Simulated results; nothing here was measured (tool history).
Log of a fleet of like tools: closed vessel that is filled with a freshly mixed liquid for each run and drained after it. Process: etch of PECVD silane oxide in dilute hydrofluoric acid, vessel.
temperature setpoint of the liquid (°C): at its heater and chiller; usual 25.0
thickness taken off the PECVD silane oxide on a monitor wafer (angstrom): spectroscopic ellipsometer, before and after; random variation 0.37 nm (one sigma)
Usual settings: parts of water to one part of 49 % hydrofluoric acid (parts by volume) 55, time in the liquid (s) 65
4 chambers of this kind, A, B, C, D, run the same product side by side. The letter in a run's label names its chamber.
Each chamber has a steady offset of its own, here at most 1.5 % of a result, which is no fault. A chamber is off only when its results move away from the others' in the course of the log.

run	day	temperature setpoint of the liquid (°C)	parts of water to one part of 49 % hydrofluoric acid (parts by volume)	time in the liquid (s)	read-back film thickness of the PECVD silane oxide reference wafer, read on the same gauge (nm)	thickness taken off the PECVD silane oxide on a monitor wafer (angstrom)
1C	0.317	25.0	55	65	29.994	431.79
2D	0.746	25.0	55	65	30.012	427.41
3A	1.238	25.0	55	65	29.990	428.55
# day 1.508: chamber B: hydrofluoric acid flow meter replaced
4B	1.638	25.0	55	65	30.010	427.26
5C	2.012	25.0	55	65	29.998	425.67
6A	2.579	20.5	70	65	29.983	272.29
7B	3.079	20.5	70	65	30.013	275.38
8D	3.396	20.5	70	65	29.999	268.84
9A	3.779	20.5	70	65	30.012	274.31
10B	4.329	25.0	55	65	30.008	427.07
11C	4.717	25.0	55	65	30.022	429.67
12D	5.133	25.0	55	65	30.012	428.77
13D	5.471	25.0	55	65	29.999	428.64
14C	5.929	25.0	55	65	29.997	421.02
15B	6.221	25.0	55	65	29.978	426.71
16A	6.600	25.0	55	65	30.004	430.62
17B	7.112	25.0	55	65	30.012	425.96
18A	7.650	29.5	75	65	29.976	366.65
19C	7.975	29.5	75	65	30.001	352.23
20D	8.333	29.5	75	65	29.988	365.78
21B	8.617	29.5	75	65	30.028	362.28
22C	8.946	25.0	55	65	29.993	409.41
23A	9.488	25.0	55	65	30.010	422.31
24D	9.946	25.0	55	65	30.023	421.65
25D	10.204	25.0	55	65	30.011	424.62
26B	10.629	25.0	55	65	29.987	431.50

Next, every chamber runs the same settings. What will each give?
27A	11.046	25.0	55	65		?
27B	11.046	25.0	55	65		?
27C	11.046	25.0	55	65		?
27D	11.046	25.0	55	65		?

run	thickness taken off the PECVD silane oxide on a monitor wafer (angstrom)
27A	427.40
27B	426.91
27C	393.72
27D	429.20
